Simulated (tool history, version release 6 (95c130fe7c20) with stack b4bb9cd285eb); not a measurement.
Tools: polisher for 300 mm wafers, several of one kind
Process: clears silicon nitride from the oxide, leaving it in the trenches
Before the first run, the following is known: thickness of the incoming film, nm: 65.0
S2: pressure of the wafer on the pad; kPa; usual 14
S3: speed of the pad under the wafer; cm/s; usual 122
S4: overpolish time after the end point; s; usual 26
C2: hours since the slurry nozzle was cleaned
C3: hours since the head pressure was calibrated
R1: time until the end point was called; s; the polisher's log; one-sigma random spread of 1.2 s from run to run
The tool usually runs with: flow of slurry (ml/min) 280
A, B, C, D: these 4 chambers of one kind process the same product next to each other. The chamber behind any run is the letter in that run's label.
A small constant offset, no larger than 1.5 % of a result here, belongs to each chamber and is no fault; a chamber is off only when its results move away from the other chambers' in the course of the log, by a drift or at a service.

{"run": "1A", "day": 0.312, "flow of slurry (ml/min)": 280, "S2": 14, "S3": 122, "S4": 26, "wafers polished on this pad": 224, "C2": 135.6, "C3": 49.6, "R1": 104.11}
{"run": "2D", "day": 0.767, "flow of slurry (ml/min)": 280, "S2": 14, "S3": 122, "S4": 26, "wafers polished on this pad": 814, "C2": 253.6, "C3": 685, "R1": 98.579}
{"run": "3B", "day": 1.05, "flow of slurry (ml/min)": 280, "S2": 14, "S3": 122, "S4": 26, "wafers polished on this pad": 773, "C2": 223, "C3": 162.4, "R1": 101.75}
{"run": "4C", "day": 1.404, "flow of slurry (ml/min)": 280, "S2": 14, "S3": 122, "S4": 26, "wafers polished on this pad": 668, "C2": 160.2, "C3": 124.9, "R1": 96.593}
{"run": "5B", "day": 1.75, "flow of slurry (ml/min)": 280, "S2": 14, "S3": 122, "S4": 26, "wafers polished on this pad": 949, "C2": 239.8, "C3": 179.2, "R1": 100.35}
{"run": "6A", "day": 1.975, "flow of slurry (ml/min)": 280, "S2": 14, "S3": 122, "S4": 15, "wafers polished on this pad": 643, "C2": 175.5, "C3": 89.5, "R1": 101.25}
{"run": "7C", "day": 2.346, "flow of slurry (ml/min)": 280, "S2": 14, "S3": 122, "S4": 15, "wafers polished on this pad": 905, "C2": 182.8, "C3": 147.5, "R1": 99.295}
{"run": "8D", "day": 2.554, "flow of slurry (ml/min)": 280, "S2": 14, "S3": 122, "S4": 15, "wafers polished on this pad": 1264, "C2": 296.5, "C3": 727.9, "R1": 98.854}
{"day": 2.596, "done": "chamber B: worn pad replaced by a new one"}
{"day": 2.712, "done": "chamber A: worn pad replaced by a new one"}
{"run": "9D", "day": 2.888, "flow of slurry (ml/min)": 280, "S2": 14, "S3": 122, "S4": 15, "wafers polished on this pad": 1348, "C2": 304.5, "C3": 735.9, "R1": 100.56}
{"run": "10B", "day": 3.162, "flow of slurry (ml/min)": 280, "S2": 14, "S3": 122, "S4": 26, "wafers polished on this pad": 142, "C2": 273.7, "C3": 213.1, "R1": 102.78}
{"day": 3.379, "done": "chamber D: worn pad replaced by a new one"}
{"run": "11C", "day": 3.458, "flow of slurry (ml/min)": 280, "S2": 14, "S3": 122, "S4": 26, "wafers polished on this pad": 1185, "C2": 209.5, "C3": 174.2, "R1": 101.99}
{"run": "12A", "day": 3.917, "flow of slurry (ml/min)": 280, "S2": 14, "S3": 122, "S4": 26, "wafers polished on this pad": 303, "C2": 222.1, "C3": 136.1, "R1": 101.32}
{"day": 4.083, "done": "chamber D: slurry nozzle cleaned"}
{"run": "13C", "day": 4.3, "flow of slurry (ml/min)": 280, "S2": 14, "S3": 122, "S4": 26, "wafers polished on this pad": 1397, "C2": 229.7, "C3": 194.4, "R1": 102.49}
{"run": "14B", "day": 4.6, "flow of slurry (ml/min)": 280, "S2": 14, "S3": 122, "S4": 26, "wafers polished on this pad": 504, "C2": 308.2, "C3": 247.6, "R1": 101.93}
{"run": "15A", "day": 4.925, "flow of slurry (ml/min)": 280, "S2": 14, "S3": 122, "S4": 26, "wafers polished on this pad": 557, "C2": 246.3, "C3": 160.3, "R1": 103.92}
{"day": 5.238, "done": "chamber B: slurry nozzle cleaned"}
{"run": "16D", "day": 5.333, "flow of slurry (ml/min)": 280, "S2": 14, "S3": 122, "S4": 26, "wafers polished on this pad": 492, "C2": 30.1, "C3": 794.6, "R1": 98.741}
{"run": "17C", "day": 5.7, "flow of slurry (ml/min)": 280, "S2": 14, "S3": 122, "S4": 26, "wafers polished on this pad": 1749, "C2": 263.3, "C3": 228, "R1": 104.83}
{"run": "18D", "day": 5.921, "flow of slurry (ml/min)": 280, "S2": 14, "S3": 122, "S4": 26, "wafers polished on this pad": 640, "C2": 44.2, "C3": 808.7, "R1": 98.486}
{"day": 6.042, "done": "chamber A: worn pad replaced by a new one"}
{"run": "19A", "day": 6.158, "flow of slurry (ml/min)": 280, "S2": 14, "S3": 122, "S4": 26, "wafers polished on this pad": 29, "C2": 275.9, "C3": 189.9, "R1": 103.15}
{"run": "20B", "day": 6.496, "flow of slurry (ml/min)": 280, "S2": 14, "S3": 122, "S4": 26, "wafers polished on this pad": 982, "C2": 30.3, "C3": 293.1, "R1": 100.3}
{"run": "21D", "day": 6.821, "flow of slurry (ml/min)": 280, "S2": 14, "S3": 122, "S4": 26, "wafers polished on this pad": 867, "C2": 65.8, "C3": 830.3, "R1": 100.73}
{"run": "22B", "day": 7.146, "flow of slurry (ml/min)": 280, "S2": 14, "S3": 122, "S4": 26, "wafers polished on this pad": 1145, "C2": 45.9, "C3": 308.7, "R1": 100.11}
{"run": "23A", "day": 7.379, "flow of slurry (ml/min)": 280, "S2": 14, "S3": 122, "S4": 36, "wafers polished on this pad": 337, "C2": 305.2, "C3": 219.2, "R1": 104.99}
{"run": "24C", "day": 7.758, "flow of slurry (ml/min)": 280, "S2": 14, "S3": 122, "S4": 36, "wafers polished on this pad": 2268, "C2": 312.7, "C3": 277.4, "R1": 106.73}

The same settings go to every chamber for the next run, one line per chamber below. Forecast the results for each:
{"run": "25A", "day": 8.088, "flow of slurry (ml/min)": 280, "S2": 14, "S3": 122, "S4": 26, "R1": "?"}
{"run": "25B", "day": 8.088, "flow of slurry (ml/min)": 280, "S2": 14, "S3": 122, "S4": 26, "R1": "?"}
{"run": "25C", "day": 8.088, "flow of slurry (ml/min)": 280, "S2": 14, "S3": 122, "S4": 26, "R1": "?"}
{"run": "25D", "day": 8.088, "flow of slurry (ml/min)": 280, "S2": 14, "S3": 122, "S4": 26, "R1": "?"}

run=25A R1=100.32
run=25B R1=102.03
run=25C R1=108.75
run=25D R1=98.329
